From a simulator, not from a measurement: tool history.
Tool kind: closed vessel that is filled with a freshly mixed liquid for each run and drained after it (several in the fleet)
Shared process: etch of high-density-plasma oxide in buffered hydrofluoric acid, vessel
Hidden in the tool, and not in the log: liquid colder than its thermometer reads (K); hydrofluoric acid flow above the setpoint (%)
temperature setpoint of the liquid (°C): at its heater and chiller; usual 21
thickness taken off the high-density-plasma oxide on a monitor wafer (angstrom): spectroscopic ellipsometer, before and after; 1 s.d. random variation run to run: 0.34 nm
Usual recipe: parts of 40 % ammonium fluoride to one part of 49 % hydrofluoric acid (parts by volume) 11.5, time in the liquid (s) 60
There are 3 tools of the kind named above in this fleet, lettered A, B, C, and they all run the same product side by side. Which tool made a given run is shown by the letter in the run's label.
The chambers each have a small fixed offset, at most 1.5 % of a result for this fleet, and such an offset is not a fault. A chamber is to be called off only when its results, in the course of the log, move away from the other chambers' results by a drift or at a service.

run	hour	temperature setpoint of the liquid (°C)	parts of 40 % ammonium fluoride to one part of 49 % hydrofluoric acid (parts by volume)	time in the liquid (s)	hours since the thermometer was replaced	hours since the hydrofluoric acid flow meter was replaced	read-back film thickness of the high-density-plasma oxide reference wafer, read on the same gauge (nm)	thickness taken off the high-density-plasma oxide on a monitor wafer (angstrom)
1A	6.4	21	11.5	60	945	195.8	130.04	665.33
2C	11.3	21	11.5	60	247.2	1314.2	129.99	658.28
# hour 13.4: chamber A: thermometer replaced
3B	17.6	21	11.5	60	777.1	148.5	129.97	654.18
4C	27	21	11.5	60	262.9	1329.9	130.04	654.46
5B	37.3	21	11.5	60	796.8	168.2	130	652.35
6A	44.9	21	11.5	60	31.6	234.3	130.02	661.32
7A	51.3	17.5	11.5	60	38	240.7	129.99	540.22
8B	58.7	17.5	11.5	60	818.2	189.6	129.95	536.44
9C	65.2	17.5	11.5	60	301.1	1368.1	130.01	540.54
10B	72.7	21	11.5	60	832.2	203.6	130.01	654.74
11C	78.1	21	11.5	60	314	1381	130.04	659.27
12A	87.2	21	11.5	60	73.9	276.6	129.95	661.37
13C	93.3	21	11.5	60	329.2	1396.2	130.01	658.06
14A	100.3	21	11.5	60	87	289.7	129.98	662
15B	105.1	21	11.5	60	864.6	236	130.02	652.58
16A	112	21	11.5	60	98.7	301.4	130.02	654.6
17B	122.4	21	11.5	60	881.9	253.3	130.02	655.26
18C	131.1	21	11.5	60	367	1434	130.03	655.01
19C	141.4	21	11.5	60	377.3	1444.3	129.95	658.26
20A	150.7	21	11.5	60	137.4	340.1	130	663.56
21B	156.6	21	11.5	60	916.1	287.5	129.99	647.26
22C	166.3	21	11.5	60	402.2	1469.2	129.99	653.39
23B	176.8	21	11.5	60	936.3	307.7	130.01	654.03
24A	183.2	21	11.5	60	169.9	372.6	129.98	662.58
25A	188.6	21	11.5	60	175.3	378	129.97	657.08
26B	198.8	21	11.5	60	958.3	329.7	129.99	652.39
27C	208.3	17.5	16	60	444.2	1511.2	129.99	390.09
28C	214	17.5	16	60	449.9	1516.9	130.02	386.47
29B	222.9	17.5	16	60	982.4	353.8	130.03	387.66
30A	230.4	21	11.5	50	217.1	419.8	130	550.02
31A	235.8	21	11.5	50	222.5	425.2	130	553.85

Is one chamber off against the others, does the gauge drift, or is nothing wrong? If a chamber is off, say which, and what the likeliest cause is.

The fleet is healthy, with each chamber sitting at its usual small offset and no drift in the gauge.

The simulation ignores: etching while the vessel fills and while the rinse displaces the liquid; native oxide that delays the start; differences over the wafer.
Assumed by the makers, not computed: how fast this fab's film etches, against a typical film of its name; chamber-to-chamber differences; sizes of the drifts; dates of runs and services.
